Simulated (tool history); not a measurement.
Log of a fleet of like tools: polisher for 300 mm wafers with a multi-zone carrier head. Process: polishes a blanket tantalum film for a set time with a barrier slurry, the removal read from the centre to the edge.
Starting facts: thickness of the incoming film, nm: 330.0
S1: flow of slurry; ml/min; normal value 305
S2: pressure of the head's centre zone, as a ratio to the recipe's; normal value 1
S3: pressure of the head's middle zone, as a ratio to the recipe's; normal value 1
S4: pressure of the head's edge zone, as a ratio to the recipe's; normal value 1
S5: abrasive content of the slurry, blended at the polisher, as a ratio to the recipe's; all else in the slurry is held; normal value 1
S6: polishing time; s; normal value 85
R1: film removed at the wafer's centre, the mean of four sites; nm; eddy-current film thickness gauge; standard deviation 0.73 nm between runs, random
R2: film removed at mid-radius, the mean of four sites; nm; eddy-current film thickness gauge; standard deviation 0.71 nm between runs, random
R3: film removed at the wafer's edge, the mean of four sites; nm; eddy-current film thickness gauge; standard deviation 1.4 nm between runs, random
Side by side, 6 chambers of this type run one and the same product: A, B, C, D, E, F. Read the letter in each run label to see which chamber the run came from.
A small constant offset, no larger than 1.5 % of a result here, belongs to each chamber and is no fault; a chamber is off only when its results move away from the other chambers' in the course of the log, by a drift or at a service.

run	hour	S1	S2	S3	S4	S5	S6	R1	R2	R3
# hour 0.5: chamber E: slurry nozzle cleaned
1F	3.4	305	1	1	1	1	85	94.597	94.862	95.768
# hour 7.4: chamber E: worn pad replaced by a new one
2C	8.5	305	1	1	1	1	85	94.573	95.285	94.013
# hour 9.7: chamber E: centre zone pressure recalibrated
3A	14.8	305	1	1	1	1	85	95.401	96.157	95.002
4E	18.3	305	1	1	1	1	85	96.349	96.54	94.867
5B	25.9	305	1	0.91	1	1	85	94.395	87.394	95.346
6D	29.5	305	1	0.91	1	1	85	95.951	87.166	95.142
# hour 30.2: chamber A: worn pad replaced by a new one
7F	34.7	305	1	0.91	1	1	85	95.022	87.483	96.559
8B	42.3	305	1	0.91	1	1	85	95.092	87.954	98.468
# hour 46.4: chamber D: worn pad replaced by a new one
9D	46.6	305	1	0.91	1	1	85	95.122	88.194	94.28
10E	51.7	305	1	0.91	1	1	85	95.603	88.125	95.091
# hour 53.8: chamber C: slurry nozzle cleaned
# hour 56.5: chamber D: slurry nozzle cleaned
11A	58.6	305	1	0.91	1	1	85	95.525	88.517	97.276
12C	64.4	305	1	0.91	1	1	85	94.901	86.651	92.226
13E	71.5	305	1	0.91	1	1	85	96.624	87.838	96.691
14D	77.9	305	1	0.91	1	1	85	95.23	87.772	96.852
15B	82	305	1	0.91	1	1	85	94.753	88.925	94.267
16F	85.9	305	1	0.91	1	1	85	94.321	87.555	94.92
17A	92	305	1	1	1	1	85	94.354	95.851	98.412
18C	97.3	305	1	1	1	1	85	93.114	93.042	95.309
19F	101.5	305	1	1	1	1	85	95.037	95.132	94.954
20E	108.6	305	1	1	1	1	85	96.127	95.74	96.284
21D	115	305	1	1	1	1	85	96.331	95.009	93.164
22C	122.2	305	1	1	1	1	85	92.203	93.084	91.197
# hour 124.6: chamber F: worn pad replaced by a new one
# hour 128: chamber B: worn pad replaced by a new one
23A	128.3	305	1	1	1	1	85	95.139	96.307	97.321
# hour 129.7: chamber E: worn pad replaced by a new one
24B	131.9	305	1	1	1	1	85	95.46	95.455	95.746
25E	135.5	305	1	1	1	1	85	95.401	96.023	95.752
26A	142.8	305	1	1	1	1	85	93.229	96.758	95.661
27F	149.1	305	0.89	1	1.12	1	85	83.259	95.891	99.773
28C	155.6	305	0.89	1	1.12	1	85	81.903	92.238	96.761
# hour 159.8: chamber A: worn pad replaced by a new one
29D	162.6	305	0.89	1	1.12	1	85	85.03	95.254	103.12
30B	166.8	305	0.89	1	1.12	1	85	83.845	95.34	100.75
31C	173.4	305	0.89	1	1.12	1	85	80.391	91.236	95.519
32E	177.5	305	0.89	1	1.12	1	85	85.266	96.254	102.21
33D	183.5	305	1	1	1	1	85	95.492	96.155	94.492
34A	187.8	305	1	1	1	1	85	93.032	96.169	98.084
35B	194.8	305	1	1	1	1	85	95.235	97.421	95.001
36F	198.5	305	1	1	0.9	1	57	64.015	63.068	60.067
37E	206.2	305	1	1	0.9	1	57	64.749	64.241	60.389
38D	212	305	1	1	0.9	1	57	64.167	64.824	60.792
39B	216.3	305	1	1	0.9	1	57	62.485	64.292	61.005
40F	220.9	305	1	1	0.9	1	57	62.81	64.308	59.947
41C	224.6	305	1	1	0.9	1	57	59.841	59.355	56.068

All 6 chambers run these settings next. Forecast each chamber's results:
42A	230	305	1	1	1	1	85	?	?	?
42B	230	305	1	1	1	1	85	?	?	?
42C	230	305	1	1	1	1	85	?	?	?
42D	230	305	1	1	1	1	85	?	?	?
42E	230	305	1	1	1	1	85	?	?	?
42F	230	305	1	1	1	1	85	?	?	?

run	R1	R2	R3
42A	94.25	94.994	95.17
42B	93.909	95.801	96.43
42C	89.146	88.526	87.657
42D	96.232	95.367	94.142
42E	96.397	96.732	95.423
42F	96.325	95.687	94.114
